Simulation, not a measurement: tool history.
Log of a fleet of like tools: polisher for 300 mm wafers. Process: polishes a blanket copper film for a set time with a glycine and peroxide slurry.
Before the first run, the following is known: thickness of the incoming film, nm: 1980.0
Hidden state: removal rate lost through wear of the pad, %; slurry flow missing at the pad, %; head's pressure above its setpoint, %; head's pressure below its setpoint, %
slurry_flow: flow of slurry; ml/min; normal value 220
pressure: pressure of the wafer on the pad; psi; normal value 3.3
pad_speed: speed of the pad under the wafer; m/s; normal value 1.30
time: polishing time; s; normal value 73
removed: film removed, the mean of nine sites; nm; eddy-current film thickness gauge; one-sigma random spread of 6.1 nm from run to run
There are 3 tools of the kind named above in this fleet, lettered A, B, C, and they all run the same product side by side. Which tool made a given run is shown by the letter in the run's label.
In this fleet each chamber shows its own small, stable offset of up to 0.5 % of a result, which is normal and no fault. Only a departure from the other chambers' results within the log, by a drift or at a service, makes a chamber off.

run	day	slurry_flow	pressure	pad_speed	time	wafers polished on this pad	hours since the slurry nozzle was cleaned	hours since the head pressure was calibrated	removed
1B	0.229	220	3.3	1.30	73	164	236.4	654.8	571.81
2A	0.408	220	3.3	1.30	73	304	280.8	94.1	568.44
3C	0.654	220	3.3	1.30	73	389	688.5	549.9	562.46
# day 0.671: chamber B: slurry nozzle cleaned
4B	0.900	220	3.3	1.30	73	377	5.6	670.9	569.85
5C	1.179	275	2.6	1.30	73	555	701.1	562.5	475.18
6A	1.446	275	2.6	1.30	73	632	305.7	119.0	472.61
# day 1.521: chamber A: worn pad replaced by a new one
# day 1.546: chamber B: worn pad replaced by a new one
# day 1.583: chamber C: slurry nozzle cleaned
7C	1.617	275	2.6	1.30	73	694	0.9	573.0	476.30
8A	1.808	185	3.3	1.74	73	91	314.4	127.7	731.28
9B	2.029	185	3.3	1.74	73	153	32.7	698.0	723.04
10B	2.354	185	3.3	1.74	73	256	40.5	705.8	720.75
11C	2.529	220	3.3	1.30	73	983	22.8	594.9	573.25
12A	2.750	220	3.3	1.30	73	389	337.0	150.3	566.22
13C	2.946	220	3.3	1.30	73	1115	32.8	604.9	561.49
14A	3.242	220	3.3	1.30	73	545	348.8	162.1	578.35
15B	3.388	220	3.3	1.30	73	583	65.3	730.6	566.16
# day 3.521: chamber B: worn pad replaced by a new one
16C	3.588	220	3.3	1.30	73	1318	48.2	620.3	572.98
# day 3.708: chamber A: worn pad replaced by a new one
17B	3.858	220	3.3	1.30	73	107	76.6	741.9	571.65
# day 4.171: chamber C: worn pad replaced by a new one
18A	4.171	220	3.3	1.30	73	146	371.1	184.4	561.02
19B	4.329	220	3.3	1.30	73	256	87.9	753.2	567.26
20C	4.504	190	3.3	1.30	86	105	70.2	642.3	646.82
21A	4.725	190	3.3	1.30	86	322	384.4	197.7	642.25
22C	4.908	190	3.3	1.30	86	233	79.9	652.0	650.37
23B	5.050	170	3.3	1.30	73	485	105.2	770.5	545.26
24A	5.304	170	3.3	1.30	73	505	398.3	211.6	535.70
# day 5.333: chamber B: worn pad replaced by a new one
25C	5.479	170	3.3	1.30	73	414	93.6	665.7	548.67
26A	5.658	220	3.3	1.30	73	617	406.8	220.1	562.97
# day 5.929: chamber A: worn pad replaced by a new one
27B	5.938	220	3.3	1.30	73	192	126.5	791.8	562.15
28A	6.154	220	3.3	1.30	73	71	418.7	232.0	546.56
29C	6.421	220	3.3	1.30	73	713	116.2	688.3	574.93
30B	6.562	220	3.3	1.30	73	390	141.5	806.8	578.81
31C	6.792	220	3.3	1.30	73	830	125.1	697.2	566.08
32A	7.021	220	3.3	1.30	73	345	439.5	252.8	545.60
33B	7.288	220	3.3	1.30	73	620	158.9	824.2	575.46
# day 7.321: chamber B: worn pad replaced by a new one
34C	7.504	220	3.3	1.30	73	1056	142.2	714.3	559.77
35A	7.662	220	3.3	1.30	73	549	454.9	268.2	550.20
36B	7.946	220	3.3	1.30	73	198	174.7	840.0	569.31
37B	8.254	220	3.7	1.30	73	296	182.1	847.4	635.10
# day 8.438: chamber C: worn pad replaced by a new one
38C	8.550	220	3.7	1.30	73	35	167.3	739.4	634.58

Read the log: is a single chamber off, either drifting away or since a service, is the gauge that measures every chamber drifting, or is nothing wrong beyond small per-chamber offsets? Name any odd chamber and what most likely caused it.

Chamber A drifts away from the others.
Most likely cause: slurry flow missing at the pad, % = 34.
The log may not tell that from: head's pressure below its setpoint, %.

Chamber A could run next with any of the 4 candidate recipes listed below; each alters the usual settings, and their results appear as question marks. Which one brings its results back in line with what the other chambers deliver on the usual settings?
A result is in line if it is within this distance of the other chambers' mean on the usual settings: removed 21.00 nm
39A-1	8.788	220	3.5	1.30	78				?
39A-2	8.788	220	3.2	1.30	71				?
39A-3	8.788	220	3.2	1.24	70				?
39A-4	8.788	220	3.4	1.30	75				?

On the usual settings, the other chambers give on average: removed 567.25 nm
run	removed
39A-1	603.79
39A-2	507.33
39A-3	479.69
39A-4	565.68
The answer is 39A-4, which returns the chamber to within the allowed miss of the others.

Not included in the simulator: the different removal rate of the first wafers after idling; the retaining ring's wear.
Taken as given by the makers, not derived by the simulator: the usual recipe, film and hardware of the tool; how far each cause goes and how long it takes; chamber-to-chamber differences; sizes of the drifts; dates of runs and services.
